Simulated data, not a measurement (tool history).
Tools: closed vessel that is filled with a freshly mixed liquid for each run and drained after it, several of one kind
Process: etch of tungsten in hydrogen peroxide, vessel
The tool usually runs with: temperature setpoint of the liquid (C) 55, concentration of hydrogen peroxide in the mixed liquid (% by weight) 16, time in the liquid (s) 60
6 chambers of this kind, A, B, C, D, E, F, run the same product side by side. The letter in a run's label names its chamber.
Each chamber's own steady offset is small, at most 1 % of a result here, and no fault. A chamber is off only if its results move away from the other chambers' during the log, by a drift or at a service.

run   hour  temperature setpoint of the liquid (C)  concentration of hydrogen peroxide in the mixed liquid (% by weight)  time in the liquid (s)  hours since the thermometer was replaced  hours since the peroxide flow meter was replaced  hours since the drum of peroxide was connected  read-back film thickness of the tungsten reference wafer, read on the same gauge (nm)  thickness taken off the tungsten on a monitor wafer (Å)
 1A   10.3                                      55                                                                    16                      60                                     255.8                                             235.1                                           583.4                                                                                    130                                                   1779.5
 2E   19.5                                      55                                                                    16                      60                                     936.1                                             573.1                                           254.3                                                                                 130.02                                                   1826.1
 3B   31.8                                      55                                                                    16                      60                                     637.4                                              1139                                           332.3                                                                                 130.01                                                   1767.5
 4C   42.4                                      55                                                                    16                      60                                     485.2                                             553.5                                           211.9                                                                                 129.95                                                   1774.5
      44.2  -- chamber D: thermometer replaced
 5D   48.3                                      55                                                                    16                      60                                       4.2                                             191.2                                           370.2                                                                                    130                                                   1752.6
      48.4  -- chamber A: new drum of peroxide connected
 6F   57.4                                      55                                                                    16                      60                                     677.2                                            1044.7                                           433.3                                                                                 129.97                                                   1767.2
 7E   65.9                                      55                                                                    16                      60                                     982.5                                             619.5                                           300.7                                                                                    130                                                   1791.5
 8C   75.4                                      55                                                                    16                      60                                     518.2                                             586.5                                           244.9                                                                                 130.02                                                   1774.7
      83.3  -- chamber B: thermometer replaced
 9B   87.5                                      55                                                                    16                      60                                       4.2                                            1194.7                                             388                                                                                 129.94                                                   1816.9
10D   93.9                                      55                                                                    16                      60                                      49.8                                             236.8                                           415.8                                                                                 130.01                                                     1779
11A  100.5                                      55                                                                    16                      60                                       346                                             325.3                                            52.2                                                                                 129.95                                                   1788.9
     105.3  -- chamber F: peroxide flow meter replaced
12F  109.5                                      55                                                                    12                      60                                     729.3                                               4.2                                           485.4                                                                                 130.01                                                   1549.7
     110.1  -- chamber F: new drum of peroxide connected
13B  120.6                                      55                                                                    12                      60                                      37.3                                            1227.8                                           421.1                                                                                 129.99                                                   1546.9
14C  126.9                                      55                                                                    12                      60                                     569.7                                               638                                           296.4                                                                                 130.01                                                   1522.5
15F  135.2                                      55                                                                    12                      60                                       755                                              29.9                                            25.1                                                                                    130                                                   1545.7
16A  144.5                                      55                                                                    12                      60                                       390                                             369.3                                            96.2                                                                                 130.01                                                   1549.2
17D  152.7                                      55                                                                    12                      60                                     108.6                                             295.6                                           474.6                                                                                 129.99                                                   1535.3
18E  159.4                                      55                                                                    16                      60                                      1076                                               713                                           394.2                                                                                    130                                                   1779.5
19D  168.1                                      55                                                                    16                      60                                       124                                               311                                             490                                                                                 130.01                                                   1785.9
20F  174.9                                      55                                                                    16                      60                                     794.7                                              69.6                                            64.8                                                                                 129.96                                                   1776.8
21C  182.6                                      55                                                                    16                      60                                     625.4                                             693.7                                           352.1                                                                                 129.96                                                   1801.4
22B    190                                      55                                                                    16                      60                                     106.7                                            1297.2                                           490.5                                                                                 130.05                                                   1777.5
23E  201.1                                      55                                                                    16                      60                                    1117.7                                             754.7                                           435.9                                                                                 130.01                                                   1796.1
24A  211.6                                      55                                                                    16                      45                                     457.1                                             436.4                                           163.3                                                                                 130.03                                                   1293.2
25B  222.2                                      55                                                                    16                      45                                     138.9                                            1329.4                                           522.7                                                                                    130                                                   1363.2
     225.7  -- chamber E: thermometer replaced
26E  234.2                                      55                                                                    16                      45                                       8.5                                             787.8                                             469                                                                                 130.01                                                   1331.7
27D  241.5                                      55                                                                    16                      45                                     197.4                                             384.4                                           563.4                                                                                    130                                                   1321.6
28F  248.3                                      55                                                                    16                      45                                     868.1                                               143                                           138.2                                                                                 129.98                                                   1339.1
       249  -- chamber C: new drum of peroxide connected
29A    256                                      55                                                                    16                      45                                     501.5                                             480.8                                           207.7                                                                                 129.98                                                   1272.6
30C  267.8                                      55                                                                    16                      60                                     710.6                                             778.9                                            18.8                                                                                 130.01                                                   1771.7
31F  280.3                                      55                                                                    16                      60                                     900.1                                               175                                           170.2                                                                                 129.98                                                   1804.3
32A  291.1                                      55                                                                    16                      60                                     536.6                                             515.9                                           242.8                                                                                 129.99                                                     1727
33E  302.5                                      55                                                                    16                      85                                      76.8                                             856.1                                           537.3                                                                                    130                                                     2598
34C  311.9                                      55                                                                    16                      85                                     754.7                                               823                                            62.9                                                                                    130                                                     2508
35D  323.8                                      55                                                                    16                      85                                     279.7                                             466.7                                           645.7                                                                                 129.99                                                   2512.7
     325.7  -- chamber A: peroxide flow meter replaced
36B  331.1                                      55                                                                    16                      85                                     247.8                                            1438.3                                           631.6                                                                                 129.99                                                   2502.6
37C  340.4                                      55                                                                    16                      85                                     783.2                                             851.5                                            91.4                                                                                 129.96                                                   2515.3
38B    351                                      55                                                                    16                      85                                     267.7                                            1458.2                                           651.5                                                                                    130                                                   2535.3
39D  359.8                                      55                                                                    16                      30                                     315.7                                             502.7                                           681.7                                                                                    130                                                   896.26
40A  368.8                                      55                                                                    16                      30                                     614.3                                              43.2                                           320.5                                                                                 129.99                                                   834.84
41F  379.8                                      55                                                                    16                      30                                     999.6                                             274.5                                           269.7                                                                                 129.96                                                   906.05
42E  385.7                                      55                                                                    16                      30                                       160                                             939.3                                           620.5                                                                                    130                                                   901.16
43E  394.8                                      55                                                                    16                      30                                     169.1                                             948.4                                           629.6                                                                                 129.97                                                   901.98

Is one chamber off against the others, does the gauge drift, or is nothing wrong? If a chamber is off, say which, and what the likeliest cause is.

It is chamber A that slowly wanders off from its peers.
What lies behind it: liquid colder than its thermometer reads (K) = 1.32.

Which of the 4 candidates below, each the usual settings with something changed and its results left as question marks, puts chamber A back in line with what the other chambers give on the usual settings?
Allowed miss from the other chambers' usual-settings mean, per result, to count as in line: thickness taken off the tungsten on a monitor wafer (Å) 60
44A-1  403.9                                      55                                                                  18.5                      60                                                                                                                                                                                                                                                                                           ?
44A-2  403.9                                      55                                                                    12                      60                                                                                                                                                                                                                                                                                           ?
44A-3  403.9                                    57.5                                                                    16                      60                                                                                                                                                                                                                                                                                           ?
44A-4  403.9                                      55                                                                  13.5                      60                                                                                                                                                                                                                                                                                           ?

On the usual settings, the other chambers give on average: thickness taken off the tungsten on a monitor wafer (Å) 1780.4
  run  thickness taken off the tungsten on a monitor wafer (Å)
44A-1                                                   1757.5
44A-2                                                   1411.6
44A-3                                                   1896.3
44A-4                                                   1498.5
44A-1 is the one that brings the chamber's results back in line with the other chambers.

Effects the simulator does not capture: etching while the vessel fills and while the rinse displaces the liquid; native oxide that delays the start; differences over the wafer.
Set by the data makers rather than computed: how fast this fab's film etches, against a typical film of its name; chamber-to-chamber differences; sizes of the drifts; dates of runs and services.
